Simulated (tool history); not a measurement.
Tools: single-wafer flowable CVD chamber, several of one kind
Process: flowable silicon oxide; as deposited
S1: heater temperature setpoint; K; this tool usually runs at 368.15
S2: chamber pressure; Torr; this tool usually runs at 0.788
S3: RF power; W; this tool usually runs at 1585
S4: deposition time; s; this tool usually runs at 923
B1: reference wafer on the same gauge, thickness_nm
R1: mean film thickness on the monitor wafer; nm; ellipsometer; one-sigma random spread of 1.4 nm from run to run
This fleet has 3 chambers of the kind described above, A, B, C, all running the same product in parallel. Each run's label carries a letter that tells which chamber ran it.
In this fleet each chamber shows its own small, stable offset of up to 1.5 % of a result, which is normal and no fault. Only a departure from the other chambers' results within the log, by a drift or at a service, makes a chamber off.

run     day      S1     S2    S3    S4      B1      R1
 1C   0.346  368.15  0.788  1585   923  699.85  619.11
 2A   0.558  368.15  0.788  1585   923  699.62  611.26
 3B   0.788  368.15  0.788  1585   923  700.17  610.42
 4C    1.05  368.15  0.788  1585   923  700.31  619.75
 5B    1.35  368.15  0.788  1585   923  700.01  610.74
 6A     1.6  368.15  0.788  1585   923  699.78  612.73
      1.683  -- chamber C: thermocouple changed; heater temperature recalibrated
 7A   1.942  368.15  0.788  1585   923  699.84  613.76
 8C   2.362  357.15  0.788  1410   923  699.93  837.94
 9B   2.638  357.15  0.788  1410   923  699.59  830.01
10A   2.933  357.15  0.788  1410   923  699.76  825.31
11B   3.196  368.15  0.949  1585   810  699.44  677.73
12C   3.512  368.15  0.949  1585   810  700.27   686.7
13A   3.942  368.15  0.949  1585   810  699.73  678.27
14C   4.217  368.15  0.788  1585   923  700.01  620.86
15B   4.512  368.15  0.788  1585   923  700.47  611.67
16B   4.796  368.15  0.788  1585   923     700  608.16
17A   5.175  368.15  0.614  1585  1046  700.22   488.5
18C   5.367  368.15  0.614  1585  1046  699.85   500.1
19A   5.738  368.15  0.614  1585  1046  700.29  487.75
20B   5.996  368.15  0.788  1585   923  699.97  610.35
21C   6.338  368.15  0.788  1585   923     700  620.55
22B   6.608  368.15  0.788  1585   923  700.17  608.55
23C   6.917  368.15  0.788  1585   923  699.84  618.68
24A   7.133  360.15  0.973  1585   923   700.1  1018.6
25A   7.333  360.15  0.973  1585   923  700.06  1016.9
26C   7.771  360.15  0.973  1585   923   700.1  1039.4
27B   8.029  368.15  0.788  1585   923  699.81  612.75
      8.108  -- chamber B: RF generator calibrated
28A   8.221  368.15  0.788  1585   923  699.69  600.41
29C   8.542  368.15  0.788  1585   923  700.21  618.11
30B   8.829  368.15  0.788  1585   923  699.61   609.8
31C   9.033  368.15  0.788  1585   923  699.98  617.93
32B   9.225  375.15  0.788  1585  1016  700.41  530.61
33A   9.633  375.15  0.788  1585  1016  700.48  527.52
34C  10.008  375.15  0.788  1585  1016  700.08  545.25
35B  10.208  368.15  0.788  1585   923   700.1  609.08
36A  10.612  368.15  0.788  1585   923  700.23  595.56
37A  10.908  377.15  0.788  1430   923  700.37  432.19
38C  11.225  377.15  0.788  1430   923  699.89  445.96
39B  11.629  377.15  0.788  1430   923   700.3  436.67
40A  11.854  368.15  0.788  1585   923  699.63  595.47
41C  12.058  368.15  0.788  1585   923  699.72  620.38

Which is it: a chamber that has drifted or been left off by a service, a gauge drift common to all chambers, or only each chamber's usual small offset? If a chamber is off, name it and its likeliest cause.

Chamber A drifts away from the others.
Most likely cause: true pressure below the setpoint (%) = 2.13.
With only this log, it may be confused with: wafer temperature above the value expected at the setpoint (K); delivered RF power below the setpoint (%).

Which of the 4 candidates below, each the usual settings with something changed and its results left as question marks, puts chamber A back in line with what the other chambers give on the usual settings?
Maximum distance from the other chambers' mean on the usual settings for a result to count as in line: R1 4.9 nm
42A-1  12.371  368.15  0.769  1585  923       ?
42A-2  12.371  368.15  0.802  1585  931       ?
42A-3  12.371  368.15  0.788  1505  923       ?
42A-4  12.371  368.15  0.788  1590  936       ?

Other chambers, usual settings, mean: R1 614.46 nm
  run      R1
42A-1  576.61
42A-2  615.15
42A-3  586.14
42A-4  604.61
It is 42A-2 that realigns the chamber with its peers.
